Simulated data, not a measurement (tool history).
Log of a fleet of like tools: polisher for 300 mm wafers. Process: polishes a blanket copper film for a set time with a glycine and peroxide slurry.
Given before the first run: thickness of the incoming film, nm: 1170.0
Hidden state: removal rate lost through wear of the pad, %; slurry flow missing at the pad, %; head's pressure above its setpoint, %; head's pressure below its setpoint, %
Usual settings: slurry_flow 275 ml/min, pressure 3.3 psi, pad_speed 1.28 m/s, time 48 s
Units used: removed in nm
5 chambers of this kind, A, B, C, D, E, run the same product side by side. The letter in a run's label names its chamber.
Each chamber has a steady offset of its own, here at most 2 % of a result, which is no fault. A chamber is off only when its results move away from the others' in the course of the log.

run   hour  slurry_flow  pressure  pad_speed  time  wafers polished on this pad  hours since the slurry nozzle was cleaned  hours since the head pressure was calibrated  removed
       2.1  -- chamber C: worn pad replaced by a new one
 1B    6.6          275       3.3       1.28    48                          529                                      209.0                                          32.4   345.25
      13.6  -- chamber B: slurry nozzle cleaned
 2E   13.6          275       3.3       1.28    48                          782                                      248.7                                          55.0   349.54
      17.1  -- chamber B: worn pad replaced by a new one
 3D   20.1          275       3.3       1.28    48                          912                                       47.6                                         174.3   352.22
      24.9  -- chamber A: worn pad replaced by a new one
 4C   26.0          275       3.3       1.28    48                          245                                      656.9                                          83.9   351.67
 5A   32.9          275       3.3       1.28    37                           82                                       87.0                                         418.0   269.87
 6C   37.1          275       3.3       1.28    37                          358                                      668.0                                          95.0   265.21
      40.4  -- chamber E: worn pad replaced by a new one
 7D   43.9          275       3.3       1.28    37                         1156                                       71.4                                         198.1   270.62
 8A   47.5          275       3.3       1.28    37                          231                                      101.6                                         432.6   278.79
 9E   53.7          275       3.3       1.28    37                          136                                      288.8                                          95.1   266.39
10B   58.1          275       3.3       1.28    48                          419                                       44.5                                          83.9   353.53
11A   63.5          275       3.3       1.28    48                          395                                      117.6                                         448.6   353.32
12C   67.3          275       3.3       1.28    48                          667                                      698.2                                         125.2   350.02
      70.2  -- chamber B: worn pad replaced by a new one
13B   70.8          275       3.3       1.28    48                            7                                       57.2                                          96.6   346.77
14D   77.8          275       3.3       1.28    48                         1503                                      105.3                                         232.0   342.81
      82.0  -- chamber C: slurry nozzle cleaned
15E   83.9          275       3.3       1.28    48                          445                                      319.0                                         125.3   358.21
      87.8  -- chamber D: worn pad replaced by a new one
16E   89.4          275       3.3       1.28    48                          502                                      324.5                                         130.8   346.83
      93.0  -- chamber A: worn pad replaced by a new one
17A   93.6          275       3.3       1.28    48                            6                                      147.7                                         478.7   355.25
18B   97.1          275       3.3       1.28    57                          276                                       83.5                                         122.9   420.77
19C  100.5          275       3.3       1.28    57                         1007                                       18.6                                         158.4   419.14
20D  106.5          275       3.3       1.28    57                          191                                      134.0                                         260.7   417.32
     110.8  -- chamber C: worn pad replaced by a new one
21C  110.8          275       3.3       1.28    57                            0                                       28.9                                         168.7   417.39
22E  116.7          275       3.3       1.28    57                          781                                      351.8                                         158.1   411.48
     117.5  -- chamber B: worn pad replaced by a new one
23B  120.1          275       3.3       1.28    48                           26                                      106.5                                         145.9   348.99
24D  126.9          275       3.3       1.28    48                          400                                      154.4                                         281.1   349.01
25A  134.0          275       3.3       1.28    48                          419                                      188.1                                         519.1   362.86
26D  140.4          275       3.3       1.28    48                          538                                      167.9                                         294.6   343.79
     140.6  -- chamber E: slurry nozzle cleaned
27E  147.3          275       3.3       1.28    48                         1094                                        6.8                                         188.7   349.32
28C  153.1          275       3.3       1.28    48                          433                                       71.2                                         211.0   349.16
29B  160.2          275       3.3       1.28    48                          437                                      146.6                                         186.0   347.26
30A  164.1          275       3.3       1.28    48                          727                                      218.2                                         549.2   349.02

Does one chamber stand apart from the rest, does the shared gauge drift, or is all well apart from small per-chamber offsets? Give the chamber and the most likely cause, where there is one.

All chambers stay in line apart from their small fixed offsets, and the gauge does not drift.

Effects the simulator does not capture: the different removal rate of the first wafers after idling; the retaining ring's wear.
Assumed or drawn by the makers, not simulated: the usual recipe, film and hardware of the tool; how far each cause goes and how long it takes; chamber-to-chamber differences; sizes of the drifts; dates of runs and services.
